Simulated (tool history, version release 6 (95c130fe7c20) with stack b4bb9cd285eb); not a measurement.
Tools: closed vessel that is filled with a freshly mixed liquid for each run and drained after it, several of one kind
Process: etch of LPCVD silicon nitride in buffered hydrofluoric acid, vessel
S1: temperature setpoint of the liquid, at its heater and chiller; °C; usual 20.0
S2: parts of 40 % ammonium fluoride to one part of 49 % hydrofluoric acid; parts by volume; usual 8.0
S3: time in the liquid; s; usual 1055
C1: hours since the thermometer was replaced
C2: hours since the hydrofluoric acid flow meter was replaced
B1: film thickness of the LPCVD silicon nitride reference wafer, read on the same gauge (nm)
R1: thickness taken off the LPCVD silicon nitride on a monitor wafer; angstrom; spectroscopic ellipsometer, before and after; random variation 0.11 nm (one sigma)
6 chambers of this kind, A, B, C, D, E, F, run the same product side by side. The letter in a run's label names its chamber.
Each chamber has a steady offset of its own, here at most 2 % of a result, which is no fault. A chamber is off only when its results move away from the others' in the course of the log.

run   hour    S1   S2    S3      C1      C2      B1      R1
 1F    6.4  20.0  8.0  1055  1237.0  1451.0  130.04  168.05
 2E   10.8  20.0  8.0  1055   201.0   562.8  129.97  168.26
 3A   18.9  20.0  8.0  1055   545.1   476.6  129.98  167.79
 4B   23.1  20.0  8.0  1055  1568.5   803.8  129.97  163.74
 5D   28.1  20.0  8.0  1055   691.1   323.5  129.96  166.23
 6C   34.9  20.0  8.0  1055   429.4  2092.2  130.02  166.63
 7C   41.1  20.0  8.0  1055   435.6  2098.4  129.98  166.36
 8E   45.6  20.0  8.0  1055   235.8   597.6  130.01  166.81
 9B   50.0  20.0  8.0  1055  1595.4   830.7  130.01  163.84
10A   55.0  20.0  8.0  1055   581.2   512.7  130.01  165.27
11D   62.0  20.0  8.0  1055   725.0   357.4  130.02  167.20
12F   68.5  20.0  8.0  1055  1299.1  1513.1  130.02  168.74
13F   76.4  20.0  8.0  1055  1307.0  1521.0  130.01  167.75
14E   84.3  20.0  8.0  1055   274.5   636.3  129.98  167.68
15B   89.7  20.0  8.0  1055  1635.1   870.4  129.98  164.25
16D   96.8  20.0  8.0  1055   759.8   392.2  129.97  168.27
17A  102.9  20.0  8.0  1055   629.1   560.6  130.06  165.99
18C  107.1  20.0  8.0  1055   501.6  2164.4  130.03  168.72
19A  111.3  20.0  8.0  1055   637.5   569.0  130.00  163.87
20F  117.1  20.0  8.0  1055  1347.7  1561.7  130.03  168.64
21C  124.8  20.0  8.0  1055   519.3  2182.1  129.99  166.60
22B  132.7  20.0  8.0  1055  1678.1   913.4  130.01  164.75
23D  137.0  20.0  8.0  1055   800.0   432.4  129.97  167.37
24E  144.5  20.0  8.0  1055   334.7   696.5  129.99  166.32
25A  149.8  20.0  8.0  1055   676.0   607.5  130.01  162.94
26B  153.9  20.0  8.0  1055  1699.3   934.6  130.00  165.82
27F  161.8  20.0  8.0  1055  1392.4  1606.4  129.99  169.80
28C  170.0  20.0  8.0  1055   564.5  2227.3  130.01  166.19
29D  177.9  18.5  8.0  1055   840.9   473.3  129.99  155.45
30E  183.4  18.5  8.0  1055   373.6   735.4  130.04  152.68
31F  187.8  18.5  8.0  1055  1418.4  1632.4  130.03  156.64
32A  191.4  18.5  8.0  1055   717.6   649.1  130.02  147.19
     196.3  -- chamber C: hydrofluoric acid flow meter replaced
33C  198.5  18.5  8.0  1055   593.0     2.2  129.95  151.65
34B  204.2  18.5  8.0  1055  1749.6   984.9  130.03  150.87
35E  211.3  20.0  8.0  1055   401.5   763.3  129.96  167.53
36D  216.4  20.0  8.0  1055   879.4   511.8  130.05  166.52
37C  223.7  20.0  8.0  1055   618.2    27.4  129.96  165.79
38E  230.4  20.0  9.5  1500   420.6   782.4  129.99  203.53

What goes on in this fleet: one chamber off, a drifting gauge, or nothing beyond the chambers' own small offsets? Name the chamber and the cause, if any.

Chamber A drifts away from the others.
Cause: liquid colder than its thermometer reads (K) = 1.01.
The log may not tell that from: hydrofluoric acid flow below the setpoint (%).

Here are 4 candidates for chamber A's next run, each the usual settings with a change, their results left as question marks. Which one brings its results back in line with what the others give on the usual settings?
In line means no further than this from the other chambers' mean on the usual settings: R1 4.00 angstrom
39A-1  236.2  20.0  8.0  1000               ?
39A-2  236.2  19.5  8.0   980               ?
39A-3  236.2  20.0  8.0  1110               ?
39A-4  236.2  20.5  8.0  1130               ?

The other chambers' mean on the usual settings: R1 166.87 angstrom
  run      R1
39A-1  149.63
39A-2  142.63
39A-3  166.08
39A-4  173.90
39A-3 brings the chamber back in line.
